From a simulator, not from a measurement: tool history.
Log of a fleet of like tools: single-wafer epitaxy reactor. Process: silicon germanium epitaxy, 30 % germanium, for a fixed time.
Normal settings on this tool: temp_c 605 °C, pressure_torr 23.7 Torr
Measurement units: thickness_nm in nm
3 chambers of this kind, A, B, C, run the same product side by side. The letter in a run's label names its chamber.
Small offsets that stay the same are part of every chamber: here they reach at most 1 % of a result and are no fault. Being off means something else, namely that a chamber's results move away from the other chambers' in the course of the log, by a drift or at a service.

run	hour	temp_c	pressure_torr	hours since the last pyrometer calibration	hours since the last manometer calibration	read-back reference wafer on the same gauge, thickness_nm	thickness_nm
1B	5.0	605	23.7	112.4	1558.8	62.320	69.020
2C	10.0	605	23.7	58.4	80.7	62.305	68.533
3A	15.3	605	23.7	873.0	2255.9	62.310	69.375
4C	18.6	605	23.7	67.0	89.3	62.320	68.636
5B	23.2	605	23.7	130.6	1577.0	62.336	69.130
6A	28.2	605	23.7	885.9	2268.8	62.335	69.483
7C	32.1	605	23.7	80.5	102.8	62.335	68.630
8A	39.0	605	23.7	896.7	2279.6	62.358	69.475
# hour 39.1: chamber B: capacitance manometer re-zeroed and calibrated
9B	45.6	605	23.7	153.0	6.6	62.353	69.157
10A	52.4	605	23.7	910.1	2293.0	62.367	69.406
11B	56.1	605	23.7	163.5	17.1	62.373	69.238
12C	60.6	594	23.7	109.0	131.3	62.399	56.162
13A	65.8	594	23.7	923.5	2306.4	62.400	56.541
14B	72.5	594	23.7	179.9	33.5	62.394	56.802
15C	77.3	605	23.7	125.7	148.0	62.413	68.738
16A	81.1	605	23.7	938.8	2321.7	62.427	69.614
17C	84.5	616	28.5	132.9	155.2	62.404	90.115
18B	90.6	616	28.5	198.0	51.6	62.451	90.406
19B	96.5	616	28.5	203.9	57.5	62.436	90.611
20C	100.3	605	23.7	148.7	171.0	62.437	68.786
21A	104.9	605	23.7	962.6	2345.5	62.447	69.504
22A	111.4	605	23.7	969.1	2352.0	62.454	69.424
23B	115.3	605	23.7	222.7	76.3	62.455	69.209
24C	118.8	605	23.7	167.2	189.5	62.460	68.753
25C	125.1	605	23.7	173.5	195.8	62.484	68.726
26B	128.9	605	23.7	236.3	89.9	62.484	69.446
27A	132.6	605	23.7	990.3	2373.2	62.484	69.506
28B	137.6	605	23.7	245.0	98.6	62.498	69.392
29A	141.5	592	18.4	999.2	2382.1	62.499	49.228
30C	148.5	592	18.4	196.9	219.2	62.508	48.910
31B	151.7	592	18.4	259.1	112.7	62.521	49.569
32A	155.3	605	23.7	1013.0	2395.9	62.513	69.473
33C	158.9	605	23.7	207.3	229.6	62.515	68.901
34B	166.1	605	23.7	273.5	127.1	62.546	69.304
35C	171.2	605	23.7	219.6	241.9	62.521	68.900
36A	178.0	605	23.7	1035.7	2418.6	62.547	69.655

Each of the 3 chambers runs these same settings next. Fill in every chamber's results:
37A	183.2	605	23.7				?
37B	183.2	605	23.7				?
37C	183.2	605	23.7				?

run	thickness_nm
37A	69.598
37B	69.277
37C	68.857

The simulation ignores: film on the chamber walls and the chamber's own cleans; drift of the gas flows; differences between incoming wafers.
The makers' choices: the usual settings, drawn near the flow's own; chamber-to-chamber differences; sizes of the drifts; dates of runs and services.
